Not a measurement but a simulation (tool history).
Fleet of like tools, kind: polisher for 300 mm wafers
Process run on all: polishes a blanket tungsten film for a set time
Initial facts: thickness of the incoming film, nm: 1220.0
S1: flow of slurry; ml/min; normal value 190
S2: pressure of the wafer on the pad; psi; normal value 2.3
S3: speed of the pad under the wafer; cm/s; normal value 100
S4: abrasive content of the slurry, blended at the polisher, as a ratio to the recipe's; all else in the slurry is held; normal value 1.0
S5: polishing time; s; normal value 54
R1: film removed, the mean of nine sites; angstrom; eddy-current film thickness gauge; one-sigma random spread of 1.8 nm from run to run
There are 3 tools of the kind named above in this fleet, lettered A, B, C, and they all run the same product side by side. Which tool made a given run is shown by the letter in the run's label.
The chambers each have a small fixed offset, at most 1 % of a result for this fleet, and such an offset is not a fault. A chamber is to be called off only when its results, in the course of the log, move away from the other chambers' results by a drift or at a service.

| run | hour | S1 | S2 | S3 | S4 | S5 | R1 |
|---|---|---|---|---|---|---|---|
| 1C | 10.2 | 190 | 2.3 | 100 | 1.0 | 54 | 1288.80 |
|  | 10.6 | chamber B: slurry tank refilled with fresh slurry and peroxide |
| 2B | 19.4 | 190 | 2.3 | 100 | 1.0 | 54 | 1269.50 |
| 3A | 27.1 | 190 | 2.3 | 100 | 1.0 | 54 | 1281.70 |
|  | 30.8 | chamber B: head pressure recalibrated |
|  | 32.7 | chamber C: slurry tank refilled with fresh slurry and peroxide |
| 4B | 32.8 | 190 | 2.3 | 100 | 1.0 | 54 | 1273.00 |
| 5A | 37.8 | 190 | 1.6 | 100 | 1.0 | 54 | 892.29 |
|  | 38.5 | chamber A: slurry tank refilled with fresh slurry and peroxide |
|  | 39.3 | chamber B: worn pad replaced by a new one |
| 6C | 43.6 | 190 | 1.6 | 100 | 1.0 | 54 | 880.38 |
| 7A | 49.9 | 190 | 1.6 | 100 | 1.0 | 54 | 904.95 |
|  | 59.2 | chamber C: worn pad replaced by a new one |
| 8B | 60.1 | 190 | 2.3 | 100 | 1.0 | 54 | 1284.70 |
|  | 67.9 | chamber C: slurry blender recalibrated |
| 9C | 69.0 | 190 | 2.3 | 100 | 1.0 | 54 | 1280.40 |
| 10B | 77.3 | 190 | 2.3 | 100 | 1.0 | 54 | 1284.00 |
|  | 78.2 | chamber A: slurry blender recalibrated |
|  | 86.0 | chamber A: head pressure recalibrated |
|  | 87.5 | chamber B: slurry blender recalibrated |
| 11A | 87.6 | 190 | 2.3 | 76 | 1.0 | 54 | 978.61 |
|  | 87.8 | chamber A: slurry tank refilled with fresh slurry and peroxide |
|  | 92.5 | chamber B: worn pad replaced by a new one |
| 12C | 93.7 | 190 | 2.3 | 76 | 1.0 | 54 | 973.07 |
| 13B | 102.3 | 190 | 2.3 | 76 | 1.0 | 54 | 955.47 |
|  | 108.6 | chamber C: worn pad replaced by a new one |
| 14C | 108.6 | 190 | 2.3 | 100 | 1.0 | 54 | 1283.80 |
| 15A | 114.9 | 190 | 2.3 | 100 | 1.0 | 54 | 1272.80 |
| 16B | 123.9 | 190 | 2.3 | 100 | 1.0 | 54 | 1271.60 |
| 17C | 131.1 | 190 | 2.3 | 100 | 1.0 | 54 | 1277.00 |
|  | 134.0 | chamber A: slurry nozzle cleaned |
| 18A | 138.7 | 190 | 2.3 | 100 | 1.0 | 54 | 1271.10 |
|  | 139.6 | chamber C: slurry tank refilled with fresh slurry and peroxide |
|  | 141.3 | chamber B: slurry tank refilled with fresh slurry and peroxide |
|  | 141.6 | chamber A: slurry tank refilled with fresh slurry and peroxide |
|  | 146.5 | chamber B: worn pad replaced by a new one |
| 19C | 147.5 | 155 | 3.0 | 100 | 1.0 | 54 | 1629.60 |
| 20A | 157.2 | 155 | 3.0 | 100 | 1.0 | 54 | 1601.90 |
|  | 163.1 | chamber C: worn pad replaced by a new one |
| 21B | 167.6 | 155 | 3.0 | 100 | 1.0 | 54 | 1642.40 |
| 22A | 172.4 | 190 | 2.3 | 100 | 1.0 | 54 | 1225.50 |
| 23B | 177.0 | 190 | 2.3 | 100 | 1.0 | 54 | 1263.80 |
| 24C | 184.3 | 190 | 2.3 | 100 | 1.0 | 54 | 1274.90 |
|  | 193.1 | chamber A: slurry blender recalibrated |
| 25B | 193.3 | 190 | 2.3 | 100 | 1.0 | 54 | 1222.90 |
|  | 199.7 | chamber A: slurry tank refilled with fresh slurry and peroxide |
| 26C | 200.6 | 190 | 2.3 | 78 | 0.9 | 54 | 987.31 |
|  | 202.0 | chamber B: worn pad replaced by a new one |
| 27A | 207.9 | 190 | 2.3 | 78 | 0.9 | 54 | 910.11 |
| 28C | 213.6 | 190 | 2.3 | 78 | 0.9 | 54 | 996.79 |
|  | 221.1 | chamber C: worn pad replaced by a new one |
| 29A | 223.3 | 190 | 2.3 | 100 | 1.0 | 54 | 1191.80 |
|  | 228.4 | chamber B: slurry nozzle cleaned |
| 30B | 233.3 | 190 | 2.3 | 100 | 1.0 | 54 | 1262.00 |
| 31C | 243.2 | 190 | 2.3 | 100 | 1.0 | 54 | 1282.20 |
|  | 245.9 | chamber A: slurry tank refilled with fresh slurry and peroxide |
|  | 248.0 | chamber B: worn pad replaced by a new one |
| 32A | 249.3 | 190 | 2.3 | 100 | 1.0 | 54 | 1175.30 |
| 33B | 254.3 | 190 | 2.3 | 100 | 1.0 | 54 | 1305.70 |
| 34B | 260.1 | 190 | 2.3 | 100 | 1.0 | 54 | 1273.30 |

All 3 chambers run these settings next. Forecast each chamber's results:
| 35A | 267.8 | 190 | 2.3 | 100 | 1.0 | 54 | ? |
| 35B | 267.8 | 190 | 2.3 | 100 | 1.0 | 54 | ? |
| 35C | 267.8 | 190 | 2.3 | 100 | 1.0 | 54 | ? |

| run | R1 |
|---|---|
| 35A | 1145.20 |
| 35B | 1254.80 |
| 35C | 1250.90 |
